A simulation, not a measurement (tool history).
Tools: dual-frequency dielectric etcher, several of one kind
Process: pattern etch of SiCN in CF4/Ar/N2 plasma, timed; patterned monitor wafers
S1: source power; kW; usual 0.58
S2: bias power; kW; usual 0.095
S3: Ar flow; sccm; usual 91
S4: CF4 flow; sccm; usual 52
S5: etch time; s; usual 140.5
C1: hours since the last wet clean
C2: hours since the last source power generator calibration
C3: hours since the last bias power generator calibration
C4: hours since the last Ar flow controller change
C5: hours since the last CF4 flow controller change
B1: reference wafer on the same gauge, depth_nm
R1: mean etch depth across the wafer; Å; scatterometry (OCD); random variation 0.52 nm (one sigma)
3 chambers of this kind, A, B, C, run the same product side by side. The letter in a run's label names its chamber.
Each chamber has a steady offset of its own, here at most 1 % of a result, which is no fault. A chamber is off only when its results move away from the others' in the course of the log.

run 1C day=0.346 | S1=0.58 S2=0.095 S3=91 S4=52 S5=140.5 | C1=285.4 C2=1381.2 C3=1581.6 C4=4672.8 C5=378.1 | B1=146.95 | R1=1619.1
run 2A day=0.612 | S1=0.58 S2=0.095 S3=91 S4=52 S5=140.5 | C1=474.1 C2=1219.6 C3=3338.7 C4=4401.8 C5=3213.3 | B1=147 | R1=1607.9
run 3B day=0.95 | S1=0.58 S2=0.095 S3=91 S4=52 S5=140.5 | C1=305.1 C2=3073.9 C3=2031.4 C4=1953.4 C5=1425.6 | B1=146.94 | R1=1639.8
run 4B day=1.367 | S1=0.58 S2=0.095 S3=91 S4=52 S5=140.5 | C1=315.1 C2=3083.9 C3=2041.4 C4=1963.4 C5=1435.6 | B1=146.8 | R1=1639
run 5A day=1.571 | S1=0.58 S2=0.095 S3=91 S4=52 S5=140.5 | C1=497.1 C2=1242.6 C3=3361.7 C4=4424.8 C5=3236.3 | B1=147.1 | R1=1611.8
run 6C day=1.821 | S1=0.58 S2=0.095 S3=91 S4=52 S5=140.5 | C1=320.8 C2=1416.6 C3=1617 C4=4708.2 C5=413.5 | B1=146.94 | R1=1609.6
run 7A day=2.229 | S1=0.58 S2=0.095 S3=91 S4=52 S5=140.5 | C1=512.9 C2=1258.4 C3=3377.5 C4=4440.6 C5=3252.1 | B1=147.02 | R1=1618.7
run 8B day=2.425 | S1=0.58 S2=0.095 S3=91 S4=52 S5=140.5 | C1=340.5 C2=3109.3 C3=2066.8 C4=1988.8 C5=1461 | B1=147.05 | R1=1631.2
run 9C day=2.792 | S1=0.58 S2=0.095 S3=91 S4=57 S5=140.5 | C1=344.1 C2=1439.9 C3=1640.3 C4=4731.5 C5=436.8 | B1=147.17 | R1=1630.1
run 10A day=3.038 | S1=0.58 S2=0.095 S3=91 S4=57 S5=140.5 | C1=532.3 C2=1277.8 C3=3396.9 C4=4460 C5=3271.5 | B1=147.05 | R1=1630.9
run 11B day=3.396 | S1=0.58 S2=0.095 S3=91 S4=57 S5=140.5 | C1=363.8 C2=3132.6 C3=2090.1 C4=2012.1 C5=1484.3 | B1=147.05 | R1=1662.9
run 12C day=3.8 | S1=0.58 S2=0.095 S3=91 S4=52 S5=140.5 | C1=368.3 C2=1464.1 C3=1664.5 C4=4755.7 C5=461 | B1=146.9 | R1=1595.4
run 13A day=4.088 | S1=0.58 S2=0.095 S3=91 S4=52 S5=140.5 | C1=557.5 C2=1303 C3=3422.1 C4=4485.2 C5=3296.7 | B1=146.95 | R1=1608.2
-- day=4.283 chamber B: Ar flow controller replaced
run 14C day=4.462 | S1=0.58 S2=0.074 S3=91 S4=42 S5=140.5 | C1=384.2 C2=1480 C3=1680.4 C4=4771.6 C5=476.9 | B1=147.14 | R1=1413.3
run 15B day=4.867 | S1=0.58 S2=0.074 S3=91 S4=42 S5=140.5 | C1=399.1 C2=3167.9 C3=2125.4 C4=14.1 C5=1519.6 | B1=146.99 | R1=1449.4
run 16B day=5.054 | S1=0.58 S2=0.074 S3=91 S4=42 S5=140.5 | C1=403.6 C2=3172.4 C3=2129.9 C4=18.6 C5=1524.1 | B1=147.07 | R1=1439
run 17C day=5.238 | S1=0.58 S2=0.095 S3=111 S4=52 S5=160.5 | C1=402.8 C2=1498.6 C3=1699 C4=4790.2 C5=495.5 | B1=147.06 | R1=1764.3
-- day=5.525 chamber A: wet clean of the chamber
run 18A day=5.592 | S1=0.58 S2=0.095 S3=111 S4=52 S5=160.5 | C1=1.7 C2=1339.1 C3=3458.2 C4=4521.3 C5=3332.8 | B1=146.9 | R1=1777.4
run 19C day=5.962 | S1=0.58 S2=0.095 S3=111 S4=52 S5=160.5 | C1=420.2 C2=1516 C3=1716.4 C4=4807.6 C5=512.9 | B1=147.06 | R1=1752.7
-- day=6.021 chamber C: source power generator calibrated
run 20A day=6.279 | S1=0.58 S2=0.095 S3=91 S4=52 S5=140.5 | C1=18.2 C2=1355.6 C3=3474.7 C4=4537.8 C5=3349.3 | B1=147.01 | R1=1609.8
-- day=6.488 chamber B: wet clean of the chamber
run 21B day=6.621 | S1=0.58 S2=0.095 S3=91 S4=52 S5=140.5 | C1=3.2 C2=3210 C3=2167.5 C4=56.2 C5=1561.7 | B1=147.02 | R1=1626.9
run 22C day=6.85 | S1=0.58 S2=0.095 S3=91 S4=52 S5=140.5 | C1=441.5 C2=20 C3=1737.7 C4=4828.9 C5=534.2 | B1=147.02 | R1=1580.4
run 23B day=7.217 | S1=0.58 S2=0.095 S3=91 S4=52 S5=140.5 | C1=17.5 C2=3224.3 C3=2181.8 C4=70.5 C5=1576 | B1=146.92 | R1=1627
run 24A day=7.483 | S1=0.58 S2=0.095 S3=91 S4=52 S5=140.5 | C1=47.1 C2=1384.5 C3=3503.6 C4=4566.7 C5=3378.2 | B1=147.09 | R1=1603.1
run 25A day=7.829 | S1=0.58 S2=0.095 S3=91 S4=52 S5=140.5 | C1=55.4 C2=1392.8 C3=3511.9 C4=4575 C5=3386.5 | B1=147 | R1=1620

Next, every chamber runs the same settings. What will each give?
run 26A day=8.133 | S1=0.58 S2=0.095 S3=91 S4=52 S5=140.5 | R1=?
run 26B day=8.133 | S1=0.58 S2=0.095 S3=91 S4=52 S5=140.5 | R1=?
run 26C day=8.133 | S1=0.58 S2=0.095 S3=91 S4=52 S5=140.5 | R1=?

run=26A R1=1608.3
run=26B R1=1622.5
run=26C R1=1579.8
